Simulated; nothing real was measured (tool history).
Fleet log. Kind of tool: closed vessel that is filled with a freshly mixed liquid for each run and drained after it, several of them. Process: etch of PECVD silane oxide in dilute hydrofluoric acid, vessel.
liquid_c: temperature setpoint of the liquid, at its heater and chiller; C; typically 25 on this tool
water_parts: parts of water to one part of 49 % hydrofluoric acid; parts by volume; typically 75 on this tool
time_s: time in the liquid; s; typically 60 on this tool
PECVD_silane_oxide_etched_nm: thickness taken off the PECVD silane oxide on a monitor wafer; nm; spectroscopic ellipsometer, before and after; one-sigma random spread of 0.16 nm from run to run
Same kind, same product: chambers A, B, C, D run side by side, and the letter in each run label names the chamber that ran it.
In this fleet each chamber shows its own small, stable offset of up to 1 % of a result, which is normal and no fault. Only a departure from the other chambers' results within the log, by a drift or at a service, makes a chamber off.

run,hour,liquid_c,water_parts,time_s,hours since the thermometer was replaced,hours since the hydrofluoric acid flow meter was replaced,"read-back film thickness of the PECVD silane oxide reference wafer, read on the same gauge (nm)",PECVD_silane_oxide_etched_nm
# hour 11.8: chamber A: thermometer replaced
1C,11.8,25,75,60,288.1,75.1,59.996,23.6340
2D,20.1,25,75,60,532.2,396.0,59.965,23.4680
# hour 20.3: chamber B: thermometer replaced
3B,25.9,25,75,60,5.7,711.8,59.983,23.8550
4A,36.8,25,75,60,25.1,1432.6,60.009,23.0580
5A,44.5,25,75,60,32.8,1440.3,60.008,23.4790
6B,56.0,25,75,60,35.8,741.9,60.012,23.2240
7C,62.2,25,110,30,338.5,125.5,59.990,7.7656
8D,69.7,25,110,30,581.8,445.6,60.001,7.8800
9A,75.8,25,110,30,64.1,1471.6,60.004,7.5764
10C,86.4,25,110,30,362.7,149.7,59.984,7.8993
11D,96.8,25,75,60,608.9,472.7,59.971,23.6530
12B,109.1,25,75,60,88.9,795.0,59.991,23.5200
13B,115.4,25,75,60,95.2,801.3,60.004,23.8110
14C,126.0,25,75,60,402.3,189.3,59.977,24.4990
15D,131.4,25,75,60,643.5,507.3,59.989,23.5550
16A,137.1,25,75,60,125.4,1532.9,59.985,23.3990
17A,146.8,25,75,60,135.1,1542.6,60.008,23.1920
18C,155.2,25,75,60,431.5,218.5,59.999,24.8520
19D,162.3,25,100,60,674.4,538.2,60.025,17.3300
20B,168.8,25,100,60,148.6,854.7,59.994,17.2710
21C,177.3,25,100,60,453.6,240.6,59.998,18.3660
22A,184.2,25,100,60,172.5,1580.0,59.993,16.8410
23B,193.6,25,75,60,173.4,879.5,59.988,23.6260
24D,201.1,25,75,60,713.2,577.0,59.981,23.7500
25B,212.8,25,75,60,192.6,898.7,59.993,23.7760

Read the log: is a single chamber off, either drifting away or since a service, is the gauge that measures every chamber drifting, or is nothing wrong beyond small per-chamber offsets? Name any odd chamber and what most likely caused it.

One chamber, C, drifts off from the rest bit by bit.
Most likely cause: liquid hotter than its thermometer reads (K) = 2.2.
It could be hard to tell apart here from: hydrofluoric acid flow above the setpoint (%).

Chamber C could run next with any of the 4 candidate recipes listed below; each alters the usual settings, and their results appear as question marks. Which one brings its results back in line with what the other chambers deliver on the usual settings?
Allowed miss from the other chambers' usual-settings mean, per result, to count as in line: PECVD_silane_oxide_etched_nm 0.5700 nm
26C-1,221.7,25.0,85,60,,,,?
26C-2,221.7,25.0,75,55,,,,?
26C-3,221.7,27.5,75,60,,,,?
26C-4,221.7,25.0,70,65,,,,?

The other chambers' mean on the usual settings: PECVD_silane_oxide_etched_nm 23.5380 nm
run,PECVD_silane_oxide_etched_nm
26C-1,22.4770
26C-2,23.6850
26C-3,28.4410
26C-4,30.2090
Change 26C-2 lands the chamber within the allowed miss of the other chambers.
